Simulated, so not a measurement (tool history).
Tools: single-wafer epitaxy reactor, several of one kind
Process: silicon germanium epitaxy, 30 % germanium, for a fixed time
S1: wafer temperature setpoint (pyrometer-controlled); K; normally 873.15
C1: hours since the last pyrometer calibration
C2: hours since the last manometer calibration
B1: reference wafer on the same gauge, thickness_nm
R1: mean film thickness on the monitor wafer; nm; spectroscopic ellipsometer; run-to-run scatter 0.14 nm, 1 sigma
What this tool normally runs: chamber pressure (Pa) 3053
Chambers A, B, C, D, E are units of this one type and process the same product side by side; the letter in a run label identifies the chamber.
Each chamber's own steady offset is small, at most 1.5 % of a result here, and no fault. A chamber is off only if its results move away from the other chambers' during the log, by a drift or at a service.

Run 1A, day 0.412: usual settings; C1 1051.5; C2 1081.8; B1 60.991. Result: R1 61.969 nm.
Run 2C, day 0.679: usual settings; C1 2060.7; C2 287.9; B1 60.967. Result: R1 61.591 nm.
Run 3B, day 1.088: usual settings; C1 422.1; C2 1625; B1 60.964. Result: R1 62.236 nm.
Run 4D, day 1.438: usual settings; C1 1917.4; C2 449.2; B1 61.055. Result: R1 62.301 nm.
Run 5E, day 1.821: usual settings but S1 887.15 K, chamber pressure (Pa) 3666; C1 363.1; C2 985.1; B1 60.992. Result: R1 85.564 nm.
Run 6D, day 2.017: usual settings but S1 887.15 K, chamber pressure (Pa) 3666; C1 1931.3; C2 463.1; B1 60.975. Result: R1 85.942 nm.
Run 7E, day 2.217: usual settings but S1 887.15 K, chamber pressure (Pa) 3666; C1 372.6; C2 994.6; B1 61.003. Result: R1 85.942 nm.
Run 8C, day 2.462: usual settings but S1 887.15 K, chamber pressure (Pa) 3666; C1 2103.5; C2 330.7; B1 60.987. Result: R1 84.313 nm.
Run 9A, day 2.688: usual settings but S1 887.15 K, chamber pressure (Pa) 3666; C1 1106.1; C2 1136.4; B1 61.02. Result: R1 85.902 nm.
At day 2.767: chamber A: capacitance manometer re-zeroed and calibrated.
Run 10B, day 3.05: usual settings; C1 469.2; C2 1672.1; B1 60.99. Result: R1 62.01 nm.
Run 11D, day 3.467: usual settings; C1 1966.1; C2 497.9; B1 61.045. Result: R1 62.445 nm.
Run 12B, day 3.838: usual settings; C1 488.1; C2 1691; B1 60.991. Result: R1 62.297 nm.
Run 13E, day 4.112: usual settings; C1 418.1; C2 1040.1; B1 60.984. Result: R1 61.984 nm.
Run 14A, day 4.383: usual settings but S1 868.15 K; C1 1146.8; C2 38.9; B1 60.997. Result: R1 56.269 nm.
Run 15C, day 4.658: usual settings but S1 868.15 K; C1 2156.2; C2 383.4; B1 61.006. Result: R1 56.119 nm.
Run 16D, day 4.892: usual settings but S1 868.15 K; C1 2000.3; C2 532.1; B1 60.973. Result: R1 56.698 nm.
Run 17A, day 5.188: usual settings but S1 868.15 K; C1 1166.1; C2 58.2; B1 60.991. Result: R1 56.479 nm.
Run 18B, day 5.538: usual settings but S1 868.15 K; C1 528.9; C2 1731.8; B1 61.013. Result: R1 56.593 nm.
Run 19C, day 5.938: usual settings; C1 2186.9; C2 414.1; B1 60.988. Result: R1 61.736 nm.
Run 20E, day 6.258: usual settings; C1 469.6; C2 1091.6; B1 61.006. Result: R1 62.131 nm.
At day 6.367: chamber C: pyrometer calibrated.
Run 21C, day 6.575: usual settings; C1 5; C2 429.4; B1 61.017. Result: R1 61.832 nm.
Run 22A, day 6.988: usual settings; C1 1209.3; C2 101.4; B1 60.99. Result: R1 61.58 nm.
Run 23D, day 7.208: usual settings; C1 2055.9; C2 587.7; B1 61.028. Result: R1 62.019 nm.
Run 24E, day 7.596: usual settings; C1 501.7; C2 1123.7; B1 60.989. Result: R1 62.155 nm.
Run 25B, day 7.888: usual settings; C1 585.3; C2 1788.2; B1 60.994. Result: R1 61.766 nm.
Run 26D, day 8.258: usual settings but S1 878.15 K, chamber pressure (Pa) 3386; C1 2081.1; C2 612.9; B1 61.016. Result: R1 70.93 nm.
Run 27A, day 8.508: usual settings but S1 878.15 K, chamber pressure (Pa) 3386; C1 1245.8; C2 137.9; B1 60.987. Result: R1 70.088 nm.
Run 28B, day 8.746: usual settings but S1 878.15 K, chamber pressure (Pa) 3386; C1 605.9; C2 1808.8; B1 61.02. Result: R1 71.051 nm.
Run 29C, day 9.062: usual settings but S1 878.15 K, chamber pressure (Pa) 3386; C1 64.7; C2 489.1; B1 61.03. Result: R1 70.118 nm.
Run 30E, day 9.371: usual settings but S1 878.15 K, chamber pressure (Pa) 3386; C1 544.3; C2 1166.3; B1 60.978. Result: R1 70.731 nm.
At day 9.45: chamber D: pyrometer calibrated.
Run 31D, day 9.775: usual settings but chamber pressure (Pa) 2640; C1 7.9; C2 649.3; B1 61.02. Result: R1 58.618 nm.
Run 32A, day 10.054: usual settings but chamber pressure (Pa) 2640; C1 1282.9; C2 175; B1 61.002. Result: R1 57.353 nm.
Run 33C, day 10.279: usual settings but chamber pressure (Pa) 2640; C1 93.9; C2 518.3; B1 61.011. Result: R1 58.008 nm.
Run 34E, day 10.646: usual settings but chamber pressure (Pa) 2640; C1 574.9; C2 1196.9; B1 61.011. Result: R1 58.537 nm.
Run 35B, day 10.829: usual settings but chamber pressure (Pa) 2640; C1 655.9; C2 1858.8; B1 60.982. Result: R1 58.461 nm.
Run 36B, day 11.025: usual settings; C1 660.6; C2 1863.5; B1 61. Result: R1 61.913 nm.

Is one chamber out of step, is the gauge drifting, or do the chambers differ by no more than their own small offsets? For an off chamber, give its letter and the likeliest cause.

Chamber A drifts away from the others.
What lies behind it: wafer temperature below the value expected at the setpoint (K) = 1.18.
Not necessarily distinguishable in this log from: true pressure below the setpoint (%).

Which of the 4 candidates below, each the usual settings with something changed and its results left as question marks, puts chamber A back in line with what the other chambers give on the usual settings?
Counts as in line when no further than this from what the other chambers average on the usual settings: R1 0.5 nm
Run 37A-1, day 11.325: usual settings but chamber pressure (Pa) 3373. Result: R1 ?.
Run 37A-2, day 11.325: usual settings but S1 874.15 K. Result: R1 ?.
Run 37A-3, day 11.325: usual settings but S1 871.15 K. Result: R1 ?.
Run 37A-4, day 11.325: usual settings but S1 872.15 K, chamber pressure (Pa) 3040. Result: R1 ?.

The other chambers' mean on the usual settings: R1 61.913 nm
  run      R1
37A-1  63.109
37A-2  61.824
37A-3  58.467
37A-4  59.465
The right change is 37A-2: it brings the chamber back within the allowed miss of the others.
